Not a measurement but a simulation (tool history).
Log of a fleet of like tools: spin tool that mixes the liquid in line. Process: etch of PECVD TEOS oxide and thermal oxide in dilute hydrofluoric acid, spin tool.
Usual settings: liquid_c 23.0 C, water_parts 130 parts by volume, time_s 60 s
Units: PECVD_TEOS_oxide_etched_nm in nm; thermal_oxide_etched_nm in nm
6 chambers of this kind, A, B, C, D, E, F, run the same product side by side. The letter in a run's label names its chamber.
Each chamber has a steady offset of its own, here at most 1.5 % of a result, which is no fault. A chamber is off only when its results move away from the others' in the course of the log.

run,hour,liquid_c,water_parts,time_s,"read-back film thickness of the PECVD TEOS oxide reference wafer, read on the same gauge (nm)","read-back film thickness of the thermal oxide reference wafer, read on the same gauge (nm)",PECVD_TEOS_oxide_etched_nm,thermal_oxide_etched_nm
1F,3.9,23.0,130,60,69.971,89.985,6.6204,1.9045
2D,8.0,23.0,130,60,70.001,90.003,6.5278,1.9050
3A,14.5,23.0,130,60,70.012,89.983,6.6210,1.8584
4C,21.4,23.0,130,60,69.997,90.020,6.6489,1.9009
5E,27.1,23.0,130,60,70.032,89.997,6.6254,1.8986
6B,33.0,21.5,130,70,70.014,89.987,7.3317,2.0983
7A,37.4,21.5,130,70,69.982,89.981,7.2801,2.1377
8B,44.1,21.5,130,70,70.031,89.985,7.2912,2.1288
9F,48.8,21.5,130,70,70.004,90.016,7.2766,2.1288
10C,51.9,21.5,130,70,70.025,90.018,7.3198,2.1055
11D,58.2,21.5,130,70,69.966,89.996,7.1868,2.1574
12E,64.8,23.0,130,60,70.016,89.993,6.6478,1.8910
13F,68.2,23.0,130,60,69.976,89.997,6.6106,1.9080
14A,71.3,23.0,130,60,70.053,90.015,6.6519,1.8645
15D,77.2,23.0,130,60,69.967,90.001,6.5306,1.9637
16B,82.2,19.5,130,60,69.950,90.001,5.8339,1.6675
17E,88.8,19.5,130,60,70.021,90.000,5.7326,1.6369
18C,94.4,19.5,130,60,70.021,89.987,5.7609,1.6888
19E,100.6,19.5,130,60,69.989,90.000,5.7756,1.6462
20C,105.0,19.5,130,60,70.028,89.979,5.7774,1.6449
21F,109.4,19.5,130,60,70.057,90.006,5.7859,1.6768
22A,115.2,23.0,130,60,70.002,90.008,6.6345,1.9101
23B,119.0,23.0,130,60,69.967,90.006,6.6873,1.8926
24D,122.5,23.0,130,60,69.992,90.011,6.5809,1.9508
25A,128.8,23.0,130,60,69.996,90.021,6.6603,1.8711
26C,131.9,23.0,130,60,70.023,89.992,6.6482,1.9304
27B,135.1,23.0,130,60,70.013,90.001,6.6997,2.0102
28E,140.6,23.0,130,60,69.972,90.013,6.5944,1.8776
29D,145.3,23.0,130,60,69.986,89.999,6.5219,1.9259
30F,150.7,23.0,130,60,70.012,90.000,6.6558,1.9133
31B,153.9,23.0,130,60,69.986,90.003,6.6720,1.9297
32F,159.9,23.0,130,60,69.961,90.008,6.6630,1.9703
33A,166.9,23.0,130,60,70.005,89.993,6.6765,1.8680
34D,173.9,23.0,130,60,70.023,89.979,6.5347,1.9161
35E,179.0,23.0,130,60,70.053,90.018,6.5936,1.8792
# hour 182.6: chamber A: thermometer replaced
36C,183.2,23.0,130,60,70.020,89.987,6.6214,1.8802
37A,186.5,23.0,130,60,70.000,89.997,6.6471,1.9116
38C,190.7,23.0,130,60,70.011,90.008,6.6644,1.9228
39D,194.2,23.0,130,60,69.998,90.009,6.5059,1.8988
40B,199.1,23.0,130,60,69.993,89.994,6.6748,1.9305
41E,204.0,23.0,130,60,70.005,90.013,6.6116,1.8893

What goes on in this fleet: one chamber off, a drifting gauge, or nothing beyond the chambers' own small offsets? Name the chamber and the cause, if any.

No chamber stands off beyond its own small offset, and the gauge holds steady.

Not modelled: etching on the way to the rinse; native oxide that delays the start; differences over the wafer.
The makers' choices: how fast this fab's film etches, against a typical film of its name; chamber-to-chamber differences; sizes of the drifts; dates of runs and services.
